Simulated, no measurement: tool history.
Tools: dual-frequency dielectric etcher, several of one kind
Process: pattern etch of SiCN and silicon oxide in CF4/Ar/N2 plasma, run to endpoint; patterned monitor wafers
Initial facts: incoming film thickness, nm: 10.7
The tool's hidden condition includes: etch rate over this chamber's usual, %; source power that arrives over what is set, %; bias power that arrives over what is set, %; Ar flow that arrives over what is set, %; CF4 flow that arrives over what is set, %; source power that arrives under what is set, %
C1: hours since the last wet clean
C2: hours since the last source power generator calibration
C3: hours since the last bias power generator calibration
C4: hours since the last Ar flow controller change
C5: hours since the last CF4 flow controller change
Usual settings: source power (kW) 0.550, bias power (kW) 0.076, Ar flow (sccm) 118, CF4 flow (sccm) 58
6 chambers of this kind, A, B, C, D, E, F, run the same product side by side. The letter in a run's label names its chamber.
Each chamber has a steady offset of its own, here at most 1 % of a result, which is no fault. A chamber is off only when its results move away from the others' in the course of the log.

{"run": "1F", "day": 0.521, "source power (kW)": 0.55, "bias power (kW)": 0.076, "Ar flow (sccm)": 118, "CF4 flow (sccm)": 58, "C1": 318.3, "C2": 367.4, "C3": 179.2, "C4": 2357.5, "C5": 187.0, "endpoint time (s)": 10.677}
{"run": "2A", "day": 0.929, "source power (kW)": 0.55, "bias power (kW)": 0.076, "Ar flow (sccm)": 118, "CF4 flow (sccm)": 58, "C1": 483.9, "C2": 342.2, "C3": 1036.9, "C4": 1378.7, "C5": 3136.4, "endpoint time (s)": 10.791}
{"day": 1.017, "done": "chamber B: CF4 flow controller replaced"}
{"run": "3D", "day": 1.521, "source power (kW)": 0.55, "bias power (kW)": 0.076, "Ar flow (sccm)": 118, "CF4 flow (sccm)": 58, "C1": 452.6, "C2": 1091.7, "C3": 3582.6, "C4": 410.8, "C5": 660.9, "endpoint time (s)": 10.741}
{"day": 1.967, "done": "chamber A: wet clean of the chamber"}
{"run": "4C", "day": 2.108, "source power (kW)": 0.55, "bias power (kW)": 0.076, "Ar flow (sccm)": 118, "CF4 flow (sccm)": 58, "C1": 267.6, "C2": 318.9, "C3": 3595.8, "C4": 3955.8, "C5": 2530.4, "endpoint time (s)": 10.917}
{"run": "5E", "day": 2.562, "source power (kW)": 0.55, "bias power (kW)": 0.076, "Ar flow (sccm)": 118, "CF4 flow (sccm)": 58, "C1": 123.4, "C2": 1878.1, "C3": 1569.8, "C4": 3779.9, "C5": 410.4, "endpoint time (s)": 10.847}
{"run": "6B", "day": 3.042, "source power (kW)": 0.55, "bias power (kW)": 0.085, "Ar flow (sccm)": 131, "CF4 flow (sccm)": 58, "C1": 363.0, "C2": 2052.9, "C3": 1163.5, "C4": 2187.1, "C5": 48.6, "endpoint time (s)": 10.661}
{"run": "7D", "day": 3.65, "source power (kW)": 0.55, "bias power (kW)": 0.085, "Ar flow (sccm)": 131, "CF4 flow (sccm)": 58, "C1": 503.7, "C2": 1142.8, "C3": 3633.7, "C4": 461.9, "C5": 712.0, "endpoint time (s)": 10.608}
{"run": "8F", "day": 4.158, "source power (kW)": 0.55, "bias power (kW)": 0.085, "Ar flow (sccm)": 131, "CF4 flow (sccm)": 58, "C1": 405.6, "C2": 454.7, "C3": 266.5, "C4": 2444.8, "C5": 274.3, "endpoint time (s)": 10.511}
{"day": 4.438, "done": "chamber B: wet clean of the chamber"}
{"run": "9B", "day": 4.55, "source power (kW)": 0.55, "bias power (kW)": 0.085, "Ar flow (sccm)": 131, "CF4 flow (sccm)": 58, "C1": 2.8, "C2": 2089.1, "C3": 1199.7, "C4": 2223.3, "C5": 84.8, "endpoint time (s)": 10.687}
{"run": "10A", "day": 4.917, "source power (kW)": 0.55, "bias power (kW)": 0.085, "Ar flow (sccm)": 131, "CF4 flow (sccm)": 58, "C1": 70.8, "C2": 437.9, "C3": 1132.6, "C4": 1474.4, "C5": 3232.1, "endpoint time (s)": 10.628}
{"day": 5.375, "done": "chamber D: wet clean of the chamber"}
{"run": "11C", "day": 5.388, "source power (kW)": 0.55, "bias power (kW)": 0.085, "Ar flow (sccm)": 131, "CF4 flow (sccm)": 58, "C1": 346.3, "C2": 397.6, "C3": 3674.5, "C4": 4034.5, "C5": 2609.1, "endpoint time (s)": 10.619}
{"run": "12E", "day": 5.696, "source power (kW)": 0.55, "bias power (kW)": 0.076, "Ar flow (sccm)": 118, "CF4 flow (sccm)": 58, "C1": 198.6, "C2": 1953.3, "C3": 1645.0, "C4": 3855.1, "C5": 485.6, "endpoint time (s)": 10.854}
{"day": 5.812, "done": "chamber F: wet clean of the chamber"}
{"day": 5.979, "done": "chamber B: source power generator calibrated"}
{"run": "13E", "day": 6.3, "source power (kW)": 0.55, "bias power (kW)": 0.076, "Ar flow (sccm)": 118, "CF4 flow (sccm)": 58, "C1": 213.1, "C2": 1967.8, "C3": 1659.5, "C4": 3869.6, "C5": 500.1, "endpoint time (s)": 10.8}
{"run": "14A", "day": 6.879, "source power (kW)": 0.55, "bias power (kW)": 0.076, "Ar flow (sccm)": 118, "CF4 flow (sccm)": 58, "C1": 117.9, "C2": 485.0, "C3": 1179.7, "C4": 1521.5, "C5": 3279.2, "endpoint time (s)": 10.747}
{"run": "15F", "day": 7.421, "source power (kW)": 0.55, "bias power (kW)": 0.076, "Ar flow (sccm)": 118, "CF4 flow (sccm)": 58, "C1": 38.6, "C2": 533.0, "C3": 344.8, "C4": 2523.1, "C5": 352.6, "endpoint time (s)": 10.768}
{"day": 7.912, "done": "chamber C: wet clean of the chamber"}
{"run": "16B", "day": 8.021, "source power (kW)": 0.55, "bias power (kW)": 0.076, "Ar flow (sccm)": 118, "CF4 flow (sccm)": 58, "C1": 86.1, "C2": 49.0, "C3": 1283.0, "C4": 2306.6, "C5": 168.1, "endpoint time (s)": 10.743}
{"run": "17D", "day": 8.471, "source power (kW)": 0.47, "bias power (kW)": 0.076, "Ar flow (sccm)": 118, "CF4 flow (sccm)": 58, "C1": 74.3, "C2": 1258.5, "C3": 3749.4, "C4": 577.6, "C5": 827.7, "endpoint time (s)": 12.346}
{"run": "18C", "day": 8.825, "source power (kW)": 0.47, "bias power (kW)": 0.076, "Ar flow (sccm)": 118, "CF4 flow (sccm)": 58, "C1": 21.9, "C2": 480.1, "C3": 3757.0, "C4": 4117.0, "C5": 2691.6, "endpoint time (s)": 12.286}
{"run": "19D", "day": 9.146, "source power (kW)": 0.47, "bias power (kW)": 0.076, "Ar flow (sccm)": 118, "CF4 flow (sccm)": 58, "C1": 90.5, "C2": 1274.7, "C3": 3765.6, "C4": 593.8, "C5": 843.9, "endpoint time (s)": 12.358}
{"run": "20A", "day": 9.667, "source power (kW)": 0.47, "bias power (kW)": 0.076, "Ar flow (sccm)": 118, "CF4 flow (sccm)": 58, "C1": 184.8, "C2": 551.9, "C3": 1246.6, "C4": 1588.4, "C5": 3346.1, "endpoint time (s)": 12.428}
{"run": "21B", "day": 9.983, "source power (kW)": 0.47, "bias power (kW)": 0.076, "Ar flow (sccm)": 118, "CF4 flow (sccm)": 58, "C1": 133.2, "C2": 96.1, "C3": 1330.1, "C4": 2353.7, "C5": 215.2, "endpoint time (s)": 12.376}
{"run": "22C", "day": 10.4, "source power (kW)": 0.47, "bias power (kW)": 0.076, "Ar flow (sccm)": 118, "CF4 flow (sccm)": 58, "C1": 59.7, "C2": 517.9, "C3": 3794.8, "C4": 4154.8, "C5": 2729.4, "endpoint time (s)": 12.368}
{"run": "23F", "day": 10.788, "source power (kW)": 0.55, "bias power (kW)": 0.076, "Ar flow (sccm)": 118, "CF4 flow (sccm)": 58, "C1": 119.4, "C2": 613.8, "C3": 425.6, "C4": 2603.9, "C5": 433.4, "endpoint time (s)": 10.633}
{"run": "24E", "day": 11.358, "source power (kW)": 0.55, "bias power (kW)": 0.076, "Ar flow (sccm)": 118, "CF4 flow (sccm)": 58, "C1": 334.5, "C2": 2089.2, "C3": 1780.9, "C4": 3991.0, "C5": 621.5, "endpoint time (s)": 10.862}
{"run": "25E", "day": 11.75, "source power (kW)": 0.55, "bias power (kW)": 0.076, "Ar flow (sccm)": 118, "CF4 flow (sccm)": 58, "C1": 343.9, "C2": 2098.6, "C3": 1790.3, "C4": 4000.4, "C5": 630.9, "endpoint time (s)": 10.816}
{"day": 12.046, "done": "chamber E: wet clean of the chamber"}
{"run": "26D", "day": 12.112, "source power (kW)": 0.55, "bias power (kW)": 0.076, "Ar flow (sccm)": 118, "CF4 flow (sccm)": 58, "C1": 161.7, "C2": 1345.9, "C3": 3836.8, "C4": 665.0, "C5": 915.1, "endpoint time (s)": 10.634}
{"run": "27B", "day": 12.675, "source power (kW)": 0.55, "bias power (kW)": 0.076, "Ar flow (sccm)": 118, "CF4 flow (sccm)": 58, "C1": 197.8, "C2": 160.7, "C3": 1394.7, "C4": 2418.3, "C5": 279.8, "endpoint time (s)": 10.796}
{"run": "28C", "day": 13.15, "source power (kW)": 0.55, "bias power (kW)": 0.076, "Ar flow (sccm)": 118, "CF4 flow (sccm)": 58, "C1": 125.7, "C2": 583.9, "C3": 3860.8, "C4": 4220.8, "C5": 2795.4, "endpoint time (s)": 10.984}
{"run": "29A", "day": 13.688, "source power (kW)": 0.55, "bias power (kW)": 0.076, "Ar flow (sccm)": 118, "CF4 flow (sccm)": 58, "C1": 281.3, "C2": 648.4, "C3": 1343.1, "C4": 1684.9, "C5": 3442.6, "endpoint time (s)": 10.773}
{"run": "30F", "day": 14.129, "source power (kW)": 0.55, "bias power (kW)": 0.076, "Ar flow (sccm)": 118, "CF4 flow (sccm)": 58, "C1": 199.6, "C2": 694.0, "C3": 505.8, "C4": 2684.1, "C5": 513.6, "endpoint time (s)": 10.712}
{"run": "31B", "day": 14.646, "source power (kW)": 0.55, "bias power (kW)": 0.076, "Ar flow (sccm)": 118, "CF4 flow (sccm)": 58, "C1": 245.1, "C2": 208.0, "C3": 1442.0, "C4": 2465.6, "C5": 327.1, "endpoint time (s)": 10.802}
{"run": "32F", "day": 14.979, "source power (kW)": 0.55, "bias power (kW)": 0.091, "Ar flow (sccm)": 118, "CF4 flow (sccm)": 63, "C1": 220.0, "C2": 714.4, "C3": 526.2, "C4": 2704.5, "C5": 534.0, "endpoint time (s)": 10.083}
{"run": "33A", "day": 15.383, "source power (kW)": 0.55, "bias power (kW)": 0.091, "Ar flow (sccm)": 118, "CF4 flow (sccm)": 63, "C1": 322.0, "C2": 689.1, "C3": 1383.8, "C4": 1725.6, "C5": 3483.3, "endpoint time (s)": 9.9635}
{"run": "34D", "day": 16.008, "source power (kW)": 0.55, "bias power (kW)": 0.091, "Ar flow (sccm)": 118, "CF4 flow (sccm)": 63, "C1": 255.2, "C2": 1439.4, "C3": 3930.3, "C4": 758.5, "C5": 1008.6, "endpoint time (s)": 10.007}
{"day": 16.192, "done": "chamber A: Ar flow controller replaced"}
{"run": "35E", "day": 16.308, "source power (kW)": 0.55, "bias power (kW)": 0.091, "Ar flow (sccm)": 118, "CF4 flow (sccm)": 63, "C1": 102.4, "C2": 2208.0, "C3": 1899.7, "C4": 4109.8, "C5": 740.3, "endpoint time (s)": 10.081}
{"run": "36C", "day": 16.683, "source power (kW)": 0.55, "bias power (kW)": 0.091, "Ar flow (sccm)": 118, "CF4 flow (sccm)": 63, "C1": 210.5, "C2": 668.7, "C3": 3945.6, "C4": 4305.6, "C5": 2880.2, "endpoint time (s)": 10.004}
{"run": "37E", "day": 17.083, "source power (kW)": 0.55, "bias power (kW)": 0.091, "Ar flow (sccm)": 118, "CF4 flow (sccm)": 63, "C1": 121.0, "C2": 2226.6, "C3": 1918.3, "C4": 4128.4, "C5": 758.9, "endpoint time (s)": 9.9869}
{"run": "38C", "day": 17.642, "source power (kW)": 0.55, "bias power (kW)": 0.076, "Ar flow (sccm)": 118, "CF4 flow (sccm)": 58, "C1": 233.5, "C2": 691.7, "C3": 3968.6, "C4": 4328.6, "C5": 2903.2, "endpoint time (s)": 10.753}
{"day": 18.125, "done": "chamber B: bias power generator calibrated"}
{"run": "39F", "day": 18.196, "source power (kW)": 0.55, "bias power (kW)": 0.076, "Ar flow (sccm)": 118, "CF4 flow (sccm)": 58, "C1": 297.2, "C2": 791.6, "C3": 603.4, "C4": 2781.7, "C5": 611.2, "endpoint time (s)": 10.781}
{"run": "40D", "day": 18.604, "source power (kW)": 0.55, "bias power (kW)": 0.076, "Ar flow (sccm)": 118, "CF4 flow (sccm)": 58, "C1": 317.5, "C2": 1501.7, "C3": 3992.6, "C4": 820.8, "C5": 1070.9, "endpoint time (s)": 10.697}
{"run": "41A", "day": 19.083, "source power (kW)": 0.55, "bias power (kW)": 0.076, "Ar flow (sccm)": 118, "CF4 flow (sccm)": 58, "C1": 410.8, "C2": 777.9, "C3": 1472.6, "C4": 69.5, "C5": 3572.1, "endpoint time (s)": 10.751}
{"run": "42B", "day": 19.425, "source power (kW)": 0.42, "bias power (kW)": 0.076, "Ar flow (sccm)": 142, "CF4 flow (sccm)": 58, "C1": 359.8, "C2": 322.7, "C3": 31.3, "C4": 2580.3, "C5": 441.8, "endpoint time (s)": 13.88}

Which is it: a chamber that has drifted or been left off by a service, a gauge drift common to all chambers, or only each chamber's usual small offset? If a chamber is off, name it and its likeliest cause.

Neither any chamber nor the gauge drifts; the chambers differ only by their own small, steady offsets.
